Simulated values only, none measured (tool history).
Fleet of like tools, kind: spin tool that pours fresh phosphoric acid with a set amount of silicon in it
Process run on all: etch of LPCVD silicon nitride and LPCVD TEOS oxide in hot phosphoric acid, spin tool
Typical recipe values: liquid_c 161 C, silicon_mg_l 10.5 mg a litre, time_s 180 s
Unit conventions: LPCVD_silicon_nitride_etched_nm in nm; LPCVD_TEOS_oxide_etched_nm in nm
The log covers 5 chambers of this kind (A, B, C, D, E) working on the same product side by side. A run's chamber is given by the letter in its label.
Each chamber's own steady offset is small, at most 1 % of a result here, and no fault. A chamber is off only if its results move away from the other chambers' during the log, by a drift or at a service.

run,hour,liquid_c,silicon_mg_l,time_s,hours since the thermometer was replaced,hours since the dissolved silicon flow meter was replaced,hours since the heated supply line was repaired,"read-back film thickness of the LPCVD silicon nitride reference wafer, read on the same gauge (nm)","read-back film thickness of the LPCVD TEOS oxide reference wafer, read on the same gauge (nm)",LPCVD_silicon_nitride_etched_nm,LPCVD_TEOS_oxide_etched_nm
1B,5.6,161,10.5,180,456.7,821.1,88.3,69.994,50.007,16.277,0.53908
2D,12.9,161,10.5,180,781.2,659.5,1701.1,70.024,50.044,16.13,0.50994
3A,23.2,161,10.5,180,446.3,156.9,328.6,69.989,50.002,16.071,0.49491
4E,29.7,161,10.5,180,184.5,570.3,520.3,69.988,49.976,16.166,0.48833
5C,39.9,161,15,95,64.8,969.3,549.5,70.02,49.981,8.4598,0.26654
6D,49,161,15,95,817.3,695.6,1737.2,70.024,50.003,8.3702,0.23459
7A,53.9,161,15,95,477,187.6,359.3,69.996,49.976,8.6034,0.24992
# hour 58.8: chamber D: dissolved silicon flow meter replaced
8E,58.9,161,15,95,213.7,599.5,549.5,69.984,49.996,8.5374,0.21462
9C,69.2,161,15,95,94.1,998.6,578.8,69.993,49.979,8.4466,0.23005
10B,76.9,161,10.5,180,528,892.4,159.6,69.99,50.02,16.131,0.49373
11B,84.9,161,10.5,180,536,900.4,167.6,70.002,49.962,16.406,0.57425
12A,92.3,161,10.5,180,515.4,226,397.7,69.984,50.014,16.33,0.48416
# hour 95.6: chamber B: dissolved silicon flow meter replaced
13C,102.4,161,10.5,180,127.3,1031.8,612,69.992,50.02,15.926,0.54179
14E,111.6,161,10.5,180,266.4,652.2,602.2,70.015,50.015,16.022,0.51846
15D,116.4,161,10.5,180,884.7,57.6,1804.6,70.003,49.992,16.112,0.47015
16B,122.5,161,10.5,80,573.6,26.9,205.2,70.006,50.006,7.259,0.23845
# hour 128.5: chamber B: thermometer replaced
17D,132.4,161,10.5,80,900.7,73.6,1820.6,70.027,49.971,7.1006,0.21359
18A,142.9,161,10.5,80,566,276.6,448.3,70.01,49.98,7.1992,0.22524
19C,148.5,161,10.5,80,173.4,1077.9,658.1,69.998,50.002,7.0959,0.21705
20E,156.6,161,10.5,80,311.4,697.2,647.2,69.996,49.999,7.1389,0.23184
21C,164.7,161,6,180,189.6,1094.1,674.3,70.01,49.997,16.146,0.55472
22D,173.4,161,6,180,941.7,114.6,1861.6,70.004,49.976,16.12,0.62418
23E,180.6,161,6,180,335.4,721.2,671.2,69.995,50.058,15.975,0.59251
24A,189.9,161,6,180,613,323.6,495.3,69.998,50.012,16.215,0.50482
25B,198,161,6,180,69.6,102.4,280.7,70.007,50.018,16.012,0.52045
26E,205.9,161,2.5,250,360.7,746.5,696.5,70.027,49.99,22.377,0.82021
27A,210.5,161,2.5,250,633.6,344.2,515.9,70.015,49.978,22.499,0.80088
28D,216.4,161,2.5,250,984.7,157.6,1904.6,70.014,50.024,22.541,0.84604
29B,226.1,161,2.5,250,97.7,130.5,308.8,69.993,50.014,22.428,0.82196
30C,235.3,161,2.5,250,260.2,1164.7,744.9,70.014,49.946,22.174,0.78722
31A,242.1,161,5.5,180,665.2,375.8,547.5,69.989,49.997,16,0.57479
32E,252.3,161,5.5,180,407.1,792.9,742.9,70.011,49.99,15.974,0.57962
33D,259,161,5.5,180,1027.3,200.2,1947.2,70.001,50.016,16.225,0.61764
34B,267.3,161,5.5,180,138.9,171.7,350,69.994,49.972,16.302,0.62741
35C,271.8,161,5.5,180,296.7,1201.2,781.4,70.003,50.024,16.009,0.57199
36A,276.5,163.5,10.5,260,699.6,410.2,581.9,69.993,50.01,25.577,0.89146
37C,281.2,163.5,10.5,260,306.1,1210.6,790.8,69.974,50.011,25.154,0.92364
38D,285.9,163.5,10.5,260,1054.2,227.1,1974.1,69.999,50.014,25.395,0.87541
39E,293.5,163.5,10.5,260,448.3,834.1,784.1,70.005,49.935,25.211,0.846
40B,301.1,163.5,10.5,260,172.7,205.5,383.8,70.014,49.995,25.577,0.90022

The same settings go to every chamber for the next run, one line per chamber below. Forecast the results for each:
41A,308.6,161,10.5,180,,,,,,?,?
41B,308.6,161,10.5,180,,,,,,?,?
41C,308.6,161,10.5,180,,,,,,?,?
41D,308.6,161,10.5,180,,,,,,?,?
41E,308.6,161,10.5,180,,,,,,?,?

run,LPCVD_silicon_nitride_etched_nm,LPCVD_TEOS_oxide_etched_nm
41A,16.356,0.5534
41B,16.378,0.48993
41C,15.88,0.53807
41D,16.095,0.53907
41E,16.172,0.49323
